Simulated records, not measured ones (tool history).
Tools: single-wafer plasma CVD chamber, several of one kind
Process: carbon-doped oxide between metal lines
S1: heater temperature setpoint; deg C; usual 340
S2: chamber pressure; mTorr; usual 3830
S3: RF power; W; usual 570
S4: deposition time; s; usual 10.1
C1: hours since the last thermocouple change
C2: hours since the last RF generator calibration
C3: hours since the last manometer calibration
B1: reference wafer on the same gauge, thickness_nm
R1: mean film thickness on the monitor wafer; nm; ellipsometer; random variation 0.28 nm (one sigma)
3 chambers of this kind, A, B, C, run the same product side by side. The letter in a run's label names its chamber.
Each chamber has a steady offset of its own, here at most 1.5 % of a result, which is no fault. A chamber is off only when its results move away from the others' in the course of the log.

| run | hour | S1 | S2 | S3 | S4 | C1 | C2 | C3 | B1 | R1 |
|---|---|---|---|---|---|---|---|---|---|---|
| 1A | 10.1 | 340 | 3830 | 570 | 10.1 | 1279.5 | 125.8 | 135.4 | 64.71 | 56.808 |
| 2B | 20.8 | 340 | 3830 | 570 | 10.1 | 965.5 | 1088.7 | 1104.8 | 64.669 | 57.132 |
| 3C | 26.1 | 340 | 3830 | 570 | 10.1 | 2116.7 | 1088 | 762.6 | 64.669 | 55.873 |
| 4A | 35.5 | 340 | 3830 | 570 | 10.1 | 1304.9 | 151.2 | 160.8 | 64.687 | 56.219 |
| 5B | 46.8 | 340 | 3830 | 570 | 10.1 | 991.5 | 1114.7 | 1130.8 | 64.633 | 56.865 |
| 6C | 54.3 | 340 | 3830 | 570 | 10.1 | 2144.9 | 1116.2 | 790.8 | 64.683 | 57.189 |
| 7C | 65.7 | 340 | 3830 | 570 | 9.5 | 2156.3 | 1127.6 | 802.2 | 64.629 | 53.705 |
| 8A | 75.5 | 340 | 3830 | 570 | 9.5 | 1344.9 | 191.2 | 200.8 | 64.767 | 53.568 |
| 9B | 85.9 | 340 | 3830 | 570 | 9.5 | 1030.6 | 1153.8 | 1169.9 | 64.638 | 53.883 |
| 10A | 93.7 | 340 | 3830 | 570 | 10.1 | 1363.1 | 209.4 | 219 | 64.753 | 56.008 |
| 11C | 100 | 340 | 3830 | 570 | 10.1 | 2190.6 | 1161.9 | 836.5 | 64.729 | 55.868 |
| 12B | 111.8 | 340 | 3830 | 570 | 10.1 | 1056.5 | 1179.7 | 1195.8 | 64.682 | 57.87 |
| 13B | 118.7 | 340 | 3830 | 570 | 10.1 | 1063.4 | 1186.6 | 1202.7 | 64.725 | 57.55 |
| 14C | 126.8 | 340 | 3830 | 570 | 10.1 | 2217.4 | 1188.7 | 863.3 | 64.651 | 55.867 |
| 15A | 134.1 | 340 | 3830 | 570 | 10.1 | 1403.5 | 249.8 | 259.4 | 64.664 | 56.031 |
| 16B | 146 | 340 | 3830 | 570 | 10.1 | 1090.7 | 1213.9 | 1230 | 64.681 | 57.178 |
| 17A | 156.2 | 340 | 3830 | 570 | 10.1 | 1425.6 | 271.9 | 281.5 | 64.621 | 56.261 |
| 18C | 165.5 | 340 | 3830 | 570 | 10.1 | 2256.1 | 1227.4 | 902 | 64.625 | 55.51 |
| 19B | 176.8 | 340 | 3830 | 570 | 10.1 | 1121.5 | 1244.7 | 1260.8 | 64.614 | 57.053 |
| 20C | 186.2 | 340 | 3830 | 570 | 10.1 | 2276.8 | 1248.1 | 922.7 | 64.675 | 55.558 |
| 21A | 196.1 | 340 | 3830 | 570 | 11.5 | 1465.5 | 311.8 | 321.4 | 64.823 | 63.824 |
| 22A | 203.7 | 340 | 3830 | 570 | 11.5 | 1473.1 | 319.4 | 329 | 64.697 | 64.109 |
| 23B | 210.1 | 340 | 3830 | 570 | 11.5 | 1154.8 | 1278 | 1294.1 | 64.707 | 65.229 |
| 24C | 220.1 | 340 | 3830 | 570 | 10.1 | 2310.7 | 1282 | 956.6 | 64.705 | 54.976 |
| 25C | 230.9 | 340 | 3830 | 570 | 10.1 | 2321.5 | 1292.8 | 967.4 | 64.714 | 54.852 |
| 26B | 236.9 | 332 | 3830 | 570 | 10.1 | 1181.6 | 1304.8 | 1320.9 | 64.714 | 59.484 |
| 27A | 244.1 | 332 | 3830 | 570 | 10.1 | 1513.5 | 359.8 | 369.4 | 64.636 | 57.07 |
| 28A | 254.4 | 332 | 3830 | 570 | 10.1 | 1523.8 | 370.1 | 379.7 | 64.682 | 57.687 |
| 29B | 265.4 | 340 | 3830 | 570 | 10.1 | 1210.1 | 1333.3 | 1349.4 | 64.676 | 57.158 |
| 30C | 271.2 | 340 | 3830 | 570 | 10.1 | 2361.8 | 1333.1 | 1007.7 | 64.744 | 54.277 |
| 31B | 278.5 | 340 | 3830 | 570 | 10.1 | 1223.2 | 1346.4 | 1362.5 | 64.715 | 57.708 |
| 32C | 288.1 | 340 | 3830 | 570 | 10.1 | 2378.7 | 1350 | 1024.6 | 64.654 | 54.462 |
| 33A | 298.6 | 340 | 3830 | 570 | 10.1 | 1568 | 414.3 | 423.9 | 64.64 | 56.168 |
| 34B | 306.9 | 340 | 3830 | 570 | 10.1 | 1251.6 | 1374.8 | 1390.9 | 64.713 | 57.613 |
| 35C | 315.8 | 340 | 3830 | 570 | 10.1 | 2406.4 | 1377.7 | 1052.3 | 64.651 | 53.991 |

All 3 chambers run these settings next. Forecast each chamber's results:
| 36A | 324.5 | 340 | 3830 | 570 | 10.1 |  |  |  |  | ? |
| 36B | 324.5 | 340 | 3830 | 570 | 10.1 |  |  |  |  | ? |
| 36C | 324.5 | 340 | 3830 | 570 | 10.1 |  |  |  |  | ? |

| run | R1 |
|---|---|
| 36A | 56.429 |
| 36B | 57.835 |
| 36C | 54.183 |
